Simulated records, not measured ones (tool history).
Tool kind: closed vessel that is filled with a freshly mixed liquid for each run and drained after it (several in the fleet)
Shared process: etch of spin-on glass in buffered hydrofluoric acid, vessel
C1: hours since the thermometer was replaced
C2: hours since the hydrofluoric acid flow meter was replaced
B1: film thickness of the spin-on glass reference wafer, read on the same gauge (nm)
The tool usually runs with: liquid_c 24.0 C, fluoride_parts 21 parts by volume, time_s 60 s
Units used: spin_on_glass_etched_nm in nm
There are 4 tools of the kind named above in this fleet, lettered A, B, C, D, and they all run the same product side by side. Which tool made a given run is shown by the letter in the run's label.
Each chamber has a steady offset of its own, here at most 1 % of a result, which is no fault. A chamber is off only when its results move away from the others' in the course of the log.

Run 1B, hour 4.5: usual settings; C1 1170.6; C2 69.6; B1 89.996. Result: spin_on_glass_etched_nm 79.666 nm.
Run 2A, hour 7.9: usual settings; C1 2638.8; C2 627.6; B1 89.978. Result: spin_on_glass_etched_nm 79.135 nm.
Run 3C, hour 12.6: usual settings; C1 2119.1; C2 122.9; B1 90.006. Result: spin_on_glass_etched_nm 82.361 nm.
Run 4D, hour 17.7: usual settings; C1 1933.3; C2 834.5; B1 90.020. Result: spin_on_glass_etched_nm 81.295 nm.
Run 5A, hour 20.5: usual settings; C1 2651.4; C2 640.2; B1 89.981. Result: spin_on_glass_etched_nm 80.192 nm.
At hour 24.2: chamber D: thermometer replaced.
Run 6C, hour 25.5: usual settings; C1 2132.0; C2 135.8; B1 90.021. Result: spin_on_glass_etched_nm 79.751 nm.
At hour 27.5: chamber A: thermometer replaced.
Run 7B, hour 29.3: usual settings but liquid_c 29.0 C; C1 1195.4; C2 94.4; B1 90.017. Result: spin_on_glass_etched_nm 103.040 nm.
Run 8D, hour 34.0: usual settings but liquid_c 29.0 C; C1 9.8; C2 850.8; B1 90.035. Result: spin_on_glass_etched_nm 106.290 nm.
Run 9B, hour 39.1: usual settings but liquid_c 29.0 C; C1 1205.2; C2 104.2; B1 90.033. Result: spin_on_glass_etched_nm 104.230 nm.
Run 10D, hour 42.0: usual settings but liquid_c 29.0 C; C1 17.8; C2 858.8; B1 89.992. Result: spin_on_glass_etched_nm 104.690 nm.
Run 11A, hour 45.4: usual settings; C1 18.0; C2 665.1; B1 89.993. Result: spin_on_glass_etched_nm 79.859 nm.
Run 12C, hour 50.1: usual settings; C1 2156.6; C2 160.4; B1 90.021. Result: spin_on_glass_etched_nm 80.931 nm.
Run 13A, hour 53.5: usual settings but liquid_c 22.5 C, fluoride_parts 26 parts by volume; C1 26.1; C2 673.2; B1 90.019. Result: spin_on_glass_etched_nm 62.071 nm.
Run 14D, hour 55.9: usual settings but liquid_c 22.5 C, fluoride_parts 26 parts by volume; C1 31.7; C2 872.7; B1 90.014. Result: spin_on_glass_etched_nm 63.761 nm.
Run 15C, hour 61.0: usual settings but liquid_c 22.5 C, fluoride_parts 26 parts by volume; C1 2167.5; C2 171.3; B1 89.990. Result: spin_on_glass_etched_nm 65.803 nm.
Run 16B, hour 66.1: usual settings but liquid_c 22.5 C, fluoride_parts 26 parts by volume; C1 1232.2; C2 131.2; B1 89.996. Result: spin_on_glass_etched_nm 63.153 nm.
Run 17A, hour 70.1: usual settings; C1 42.7; C2 689.8; B1 89.976. Result: spin_on_glass_etched_nm 80.628 nm.
Run 18C, hour 74.3: usual settings; C1 2180.8; C2 184.6; B1 90.007. Result: spin_on_glass_etched_nm 82.592 nm.
Run 19B, hour 77.8: usual settings; C1 1243.9; C2 142.9; B1 90.017. Result: spin_on_glass_etched_nm 79.182 nm.
Run 20D, hour 81.7: usual settings but time_s 45 s; C1 57.5; C2 898.5; B1 89.991. Result: spin_on_glass_etched_nm 60.396 nm.
Run 21A, hour 84.0: usual settings but time_s 45 s; C1 56.6; C2 703.7; B1 90.022. Result: spin_on_glass_etched_nm 59.972 nm.
Run 22D, hour 88.7: usual settings but time_s 45 s; C1 64.5; C2 905.5; B1 89.984. Result: spin_on_glass_etched_nm 59.703 nm.
Run 23B, hour 92.6: usual settings but time_s 45 s; C1 1258.7; C2 157.7; B1 90.015. Result: spin_on_glass_etched_nm 59.285 nm.
Run 24C, hour 96.4: usual settings; C1 2202.9; C2 206.7; B1 90.000. Result: spin_on_glass_etched_nm 84.325 nm.
Run 25A, hour 101.2: usual settings; C1 73.8; C2 720.9; B1 89.982. Result: spin_on_glass_etched_nm 79.665 nm.
Run 26D, hour 105.9: usual settings; C1 81.7; C2 922.7; B1 90.020. Result: spin_on_glass_etched_nm 79.727 nm.
Run 27B, hour 108.8: usual settings; C1 1274.9; C2 173.9; B1 89.986. Result: spin_on_glass_etched_nm 79.538 nm.
Run 28C, hour 112.0: usual settings; C1 2218.5; C2 222.3; B1 90.002. Result: spin_on_glass_etched_nm 84.476 nm.
Run 29C, hour 115.6: usual settings; C1 2222.1; C2 225.9; B1 89.979. Result: spin_on_glass_etched_nm 86.627 nm.
Run 30A, hour 118.4: usual settings but liquid_c 28.5 C, time_s 30 s; C1 91.0; C2 738.1; B1 90.015. Result: spin_on_glass_etched_nm 50.873 nm.
Run 31D, hour 120.6: usual settings but liquid_c 28.5 C, time_s 30 s; C1 96.4; C2 937.4; B1 90.008. Result: spin_on_glass_etched_nm 52.514 nm.
Run 32B, hour 124.0: usual settings but liquid_c 28.5 C, time_s 30 s; C1 1290.1; C2 189.1; B1 89.994. Result: spin_on_glass_etched_nm 50.909 nm.
Run 33B, hour 126.3: usual settings but liquid_c 28.5 C, time_s 30 s; C1 1292.4; C2 191.4; B1 89.978. Result: spin_on_glass_etched_nm 50.765 nm.
Run 34C, hour 131.2: usual settings; C1 2237.7; C2 241.5; B1 90.013. Result: spin_on_glass_etched_nm 88.196 nm.
Run 35D, hour 135.1: usual settings; C1 110.9; C2 951.9; B1 90.002. Result: spin_on_glass_etched_nm 80.094 nm.
Run 36A, hour 137.7: usual settings; C1 110.3; C2 757.4; B1 89.996. Result: spin_on_glass_etched_nm 79.339 nm.
Run 37A, hour 141.2: usual settings; C1 113.8; C2 760.9; B1 90.003. Result: spin_on_glass_etched_nm 79.405 nm.
Run 38D, hour 145.5: usual settings; C1 121.3; C2 962.3; B1 89.990. Result: spin_on_glass_etched_nm 80.780 nm.
Run 39B, hour 148.5: usual settings; C1 1314.6; C2 213.6; B1 89.997. Result: spin_on_glass_etched_nm 80.353 nm.
Run 40C, hour 151.6: usual settings; C1 2258.1; C2 261.9; B1 89.975. Result: spin_on_glass_etched_nm 87.656 nm.
Run 41C, hour 153.9: usual settings; C1 2260.4; C2 264.2; B1 89.985. Result: spin_on_glass_etched_nm 86.637 nm.
Run 42A, hour 158.7: usual settings; C1 131.3; C2 778.4; B1 90.029. Result: spin_on_glass_etched_nm 79.587 nm.

The same settings go to every chamber for the next run, one line per chamber below. Forecast the results for each:
Run 43A, hour 162.4: usual settings but time_s 35 s. Result: spin_on_glass_etched_nm ?.
Run 43B, hour 162.4: usual settings but time_s 35 s. Result: spin_on_glass_etched_nm ?.
Run 43C, hour 162.4: usual settings but time_s 35 s. Result: spin_on_glass_etched_nm ?.
Run 43D, hour 162.4: usual settings but time_s 35 s. Result: spin_on_glass_etched_nm ?.

run  spin_on_glass_etched_nm
43A                   46.601
43B                   46.009
43C                   51.680
43D                   46.908
